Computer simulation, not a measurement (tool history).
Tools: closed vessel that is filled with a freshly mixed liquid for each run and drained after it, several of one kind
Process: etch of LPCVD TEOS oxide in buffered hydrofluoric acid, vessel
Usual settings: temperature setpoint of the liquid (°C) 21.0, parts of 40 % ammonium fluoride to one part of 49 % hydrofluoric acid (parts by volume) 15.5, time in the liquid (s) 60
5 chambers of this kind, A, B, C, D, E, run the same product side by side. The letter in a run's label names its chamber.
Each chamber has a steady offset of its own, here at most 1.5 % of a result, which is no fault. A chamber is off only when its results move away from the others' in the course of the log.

run   hour  temperature setpoint of the liquid (°C)  parts of 40 % ammonium fluoride to one part of 49 % hydrofluoric acid (parts by volume)  time in the liquid (s)  read-back film thickness of the LPCVD TEOS oxide reference wafer, read on the same gauge (nm)  thickness taken off the LPCVD TEOS oxide on a monitor wafer (nm)
 1E   10.1                                     21.0                                                                                     15.5                      60                                                                                         140.03                                                            83.612
 2B   18.8                                     21.0                                                                                     15.5                      60                                                                                         139.98                                                            84.835
 3A   24.4                                     21.0                                                                                     15.5                      60                                                                                         139.99                                                            83.589
 4D   33.7                                     21.0                                                                                     15.5                      60                                                                                         140.00                                                            81.760
 5C   41.1                                     21.0                                                                                     15.5                      60                                                                                         139.98                                                            85.768
 6E   48.8                                     21.0                                                                                     15.5                      60                                                                                         140.02                                                            83.779
 7D   55.4                                     21.0                                                                                     15.5                      60                                                                                         140.02                                                            83.974
 8C   61.7                                     21.0                                                                                     15.5                      60                                                                                         140.03                                                            84.574
 9B   66.8                                     21.0                                                                                     15.5                      60                                                                                         139.99                                                            84.734
10A   74.7                                     21.0                                                                                     15.5                      60                                                                                         139.99                                                            83.682
11B   85.2                                     21.0                                                                                     15.5                      60                                                                                         140.02                                                            85.756
12D   96.6                                     21.0                                                                                     15.5                      60                                                                                         139.99                                                            83.425
     103.3  -- chamber C: thermometer replaced
13A  105.0                                     21.0                                                                                     15.5                      60                                                                                         139.97                                                            83.591
14E  112.0                                     21.0                                                                                     15.5                      60                                                                                         140.02                                                            82.862
15C  121.3                                     21.0                                                                                     15.5                      60                                                                                         139.96                                                            84.677
16C  126.4                                     21.0                                                                                     15.5                      60                                                                                         140.03                                                            85.100
17D  135.3                                     21.0                                                                                     15.5                      60                                                                                         140.00                                                            83.172
18A  140.5                                     24.5                                                                                     15.5                      50                                                                                         140.03                                                            84.233
     142.3  -- chamber E: thermometer replaced
19E  148.4                                     24.5                                                                                     15.5                      50                                                                                         140.04                                                            84.467
20B  159.8                                     24.5                                                                                     15.5                      50                                                                                         139.98                                                            85.329
21C  167.0                                     24.5                                                                                     15.5                      50                                                                                         139.99                                                            84.504
22E  176.6                                     24.5                                                                                     15.5                      50                                                                                         140.01                                                            83.554
23B  185.1                                     21.0                                                                                     15.5                      60                                                                                         139.98                                                            85.541
24D  196.0                                     21.0                                                                                     15.5                      60                                                                                         140.02                                                            83.620
25A  205.6                                     21.0                                                                                     15.5                      60                                                                                         139.98                                                            82.447
26A  213.3                                     21.0                                                                                     15.5                      60                                                                                         139.99                                                            84.268
27D  224.6                                     21.0                                                                                     15.5                      60                                                                                         140.02                                                            82.870
     226.1  -- chamber A: hydrofluoric acid flow meter replaced
28E  230.8                                     21.0                                                                                     15.5                      40                                                                                         140.05                                                            55.277
29C  241.5                                     21.0                                                                                     15.5                      40                                                                                         139.95                                                            54.101
30B  249.3                                     21.0                                                                                     15.5                      40                                                                                         140.01                                                            55.984
31B  259.3                                     21.0                                                                                     15.5                      40                                                                                         139.98                                                            56.860
32D  267.5                                     21.0                                                                                     15.5                      40                                                                                         139.96                                                            54.972
33E  277.3                                     21.0                                                                                     15.5                      60                                                                                         139.99                                                            82.569
34C  282.5                                     21.0                                                                                     15.5                      60                                                                                         139.96                                                            80.072
35A  292.1                                     21.0                                                                                     15.5                      95                                                                                         139.97                                                           133.220
36C  300.3                                     21.0                                                                                     15.5                      95                                                                                         140.00                                                           128.780
37D  306.2                                     21.0                                                                                     15.5                      95                                                                                         140.01                                                           131.510
38E  311.3                                     21.0                                                                                     15.5                      95                                                                                         139.99                                                           132.840
39A  318.5                                     21.0                                                                                     15.5                      95                                                                                         139.95                                                           134.290

All 5 chambers run these settings next. Forecast each chamber's results:
40A  326.7                                     21.0                                                                                     15.5                      60                                                                                                                                                                ?
40B  326.7                                     21.0                                                                                     15.5                      60                                                                                                                                                                ?
40C  326.7                                     21.0                                                                                     15.5                      60                                                                                                                                                                ?
40D  326.7                                     21.0                                                                                     15.5                      60                                                                                                                                                                ?
40E  326.7                                     21.0                                                                                     15.5                      60                                                                                                                                                                ?

run  thickness taken off the LPCVD TEOS oxide on a monitor wafer (nm)
40A                                                            83.847
40B                                                            84.742
40C                                                            80.310
40D                                                            82.970
40E                                                            82.854

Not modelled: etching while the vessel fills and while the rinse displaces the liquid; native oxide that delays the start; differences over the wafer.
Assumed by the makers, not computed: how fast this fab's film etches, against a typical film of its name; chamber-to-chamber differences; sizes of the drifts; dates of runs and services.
